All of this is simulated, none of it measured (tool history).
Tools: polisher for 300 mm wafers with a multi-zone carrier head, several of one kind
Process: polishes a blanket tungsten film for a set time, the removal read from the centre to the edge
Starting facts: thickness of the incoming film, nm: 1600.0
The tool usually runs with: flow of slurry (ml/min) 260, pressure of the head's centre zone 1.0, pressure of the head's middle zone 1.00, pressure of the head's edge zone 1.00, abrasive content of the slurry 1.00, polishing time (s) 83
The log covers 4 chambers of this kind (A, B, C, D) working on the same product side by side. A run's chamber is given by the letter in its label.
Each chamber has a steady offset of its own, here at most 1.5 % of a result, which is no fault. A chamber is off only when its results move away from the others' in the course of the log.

run,hour,flow of slurry (ml/min),pressure of the head's centre zone,pressure of the head's middle zone,pressure of the head's edge zone,abrasive content of the slurry,polishing time (s),film removed at the wafer's centre (angstrom),film removed at mid-radius (angstrom),film removed at the wafer's edge (angstrom)
# hour 0.7: chamber B: slurry nozzle cleaned
1C,8.0,260,1.0,1.00,1.00,1.00,83,4915.9,4748.0,4771.2
2B,16.1,260,1.0,1.00,1.00,1.00,83,4975.5,4922.8,4997.6
3A,22.0,260,1.0,1.00,1.00,1.00,83,4775.2,4758.7,4896.9
4D,26.5,260,1.0,1.00,1.00,1.00,83,4734.5,4846.9,4903.5
# hour 32.5: chamber C: centre zone pressure recalibrated
5C,33.0,260,1.0,1.00,1.00,1.00,83,4746.2,4887.0,4829.2
# hour 34.5: chamber D: worn pad replaced by a new one
6A,39.0,260,1.0,1.11,1.00,1.25,83,5100.0,5740.9,5020.3
7D,48.4,260,1.0,1.11,1.00,1.25,83,4908.5,5568.2,5129.5
# hour 54.1: chamber B: worn pad replaced by a new one
# hour 56.7: chamber C: worn pad replaced by a new one
8B,58.3,260,1.0,1.11,1.00,1.25,83,5182.6,5608.4,5181.3
9A,64.7,260,1.0,1.11,1.00,1.25,83,5191.6,5548.0,4996.9
10D,73.4,260,1.0,1.00,1.00,1.00,83,4814.5,4898.5,4944.2
11B,82.3,260,1.0,1.00,1.00,1.00,83,4995.4,4908.1,4835.6
12C,88.9,260,1.1,1.00,1.00,1.00,111,7295.3,6455.3,6387.6
13C,94.8,260,1.1,1.00,1.00,1.00,111,7288.0,6461.5,6580.3
14A,100.2,260,1.1,1.00,1.00,1.00,111,6997.9,6319.8,6194.4
15B,110.3,260,1.1,1.00,1.00,1.00,111,7279.2,6508.9,6399.1
16D,115.7,260,1.0,1.00,1.00,1.00,83,4781.5,4948.0,4901.8
17C,123.8,260,1.0,1.00,1.00,1.00,83,5004.5,4863.2,4759.6
# hour 125.1: chamber D: worn pad replaced by a new one
18A,132.6,260,1.0,1.00,1.00,1.00,83,4553.6,4716.4,4549.3
# hour 138.9: chamber D: centre zone pressure recalibrated
19D,140.2,260,1.0,1.00,1.00,1.00,83,4787.1,4904.5,4749.9
# hour 143.1: chamber C: worn pad replaced by a new one
# hour 147.8: chamber B: worn pad replaced by a new one
20B,147.8,260,1.0,1.00,1.00,1.00,83,4941.1,4869.9,4878.3
21B,157.2,260,1.0,1.00,1.00,1.00,83,5015.5,4803.6,4940.4
# hour 160.1: chamber C: slurry nozzle cleaned
# hour 165.5: chamber D: slurry nozzle cleaned
22C,167.4,260,1.0,1.00,1.00,1.00,83,4895.3,4841.3,4866.7
23D,174.5,260,1.0,1.00,1.00,1.00,83,4696.7,4770.5,4832.1
24A,182.5,260,1.0,1.00,1.00,1.00,83,4546.4,4560.9,4501.1
25D,187.4,260,1.0,1.00,1.00,1.00,83,4869.9,4799.8,4858.8
26A,192.9,260,1.0,1.00,1.00,1.30,83,4856.8,4820.5,4823.0
27B,198.5,260,1.0,1.00,1.00,1.30,83,5105.6,5275.8,5222.1
28C,207.9,260,1.0,1.00,1.00,1.30,83,5214.5,5245.0,5119.1
29C,214.1,260,1.0,1.00,1.00,1.30,83,5291.1,5142.3,5231.6
# hour 215.4: chamber D: worn pad replaced by a new one
# hour 219.9: chamber C: worn pad replaced by a new one
30B,223.4,260,1.0,1.00,1.00,0.75,92,5073.5,5070.7,4984.8
31A,231.2,260,1.0,1.00,1.00,0.75,92,4672.7,4682.5,4649.3
32D,235.7,260,1.0,1.00,1.00,0.75,92,4957.3,5064.3,5140.0
33C,240.7,260,1.0,1.00,1.00,0.75,92,5136.4,5061.4,4979.7
34B,245.6,260,0.9,0.92,1.00,1.00,83,4317.9,4443.9,4871.4
# hour 245.8: chamber B: worn pad replaced by a new one
# hour 246.1: chamber B: slurry nozzle cleaned
35D,250.9,260,0.9,0.92,1.00,1.00,83,4376.6,4480.0,4955.2
36A,258.3,260,0.9,0.92,1.00,1.00,83,3996.2,4195.2,4449.8
37B,263.7,260,0.9,0.92,1.00,1.00,83,4371.8,4597.0,4828.9
38A,271.0,225,1.0,1.00,1.11,1.00,83,4302.7,4273.7,4547.3
39C,279.9,225,1.0,1.00,1.11,1.00,83,4843.2,4719.4,5095.5
40D,285.4,225,1.0,1.00,1.11,1.00,83,4661.5,4841.7,4978.7
41B,290.0,225,1.0,1.00,1.11,1.00,83,4812.6,4799.7,5127.1
# hour 296.0: chamber C: worn pad replaced by a new one
42C,299.3,260,1.0,1.00,1.00,1.00,83,4836.1,4875.0,4749.6
43D,304.9,260,1.0,1.00,1.00,1.00,83,4749.6,4777.2,4818.3

Which is it: a chamber that has drifted or been left off by a service, a gauge drift common to all chambers, or only each chamber's usual small offset? If a chamber is off, name it and its likeliest cause.

One chamber, A, drifts off from the rest bit by bit.
What lies behind it: removal rate lost through wear of the pad, % = 10.7.

Here are 4 candidates for chamber A's next run, each the usual settings with a change, their results left as question marks. Which one brings its results back in line with what the others give on the usual settings?
Counts as in line when no further than this from what the other chambers average on the usual settings: film removed at the wafer's centre (angstrom) 230.0; film removed at mid-radius (angstrom) 240.0; film removed at the wafer's edge (angstrom) 220.0
44A-1,312.2,260,1.00,1.01,0.99,1.00,74,?,?,?
44A-2,312.2,265,1.01,0.99,1.02,1.05,100,?,?,?
44A-3,312.2,255,0.99,1.01,0.99,0.95,69,?,?,?
44A-4,312.2,260,1.00,0.99,1.01,1.00,92,?,?,?

On the usual settings, the other chambers give on average: film removed at the wafer's centre (angstrom) 4879.2; film removed at mid-radius (angstrom) 4861.1; film removed at the wafer's edge (angstrom) 4866.2
run,film removed at the wafer's centre (angstrom),film removed at mid-radius (angstrom),film removed at the wafer's edge (angstrom)
44A-1,3840.3,3911.0,3833.0
44A-2,5318.7,5258.7,5331.9
44A-3,3490.8,3595.1,3525.3
44A-4,4773.7,4772.4,4816.5
Change 44A-4 lands the chamber within the allowed miss of the other chambers.
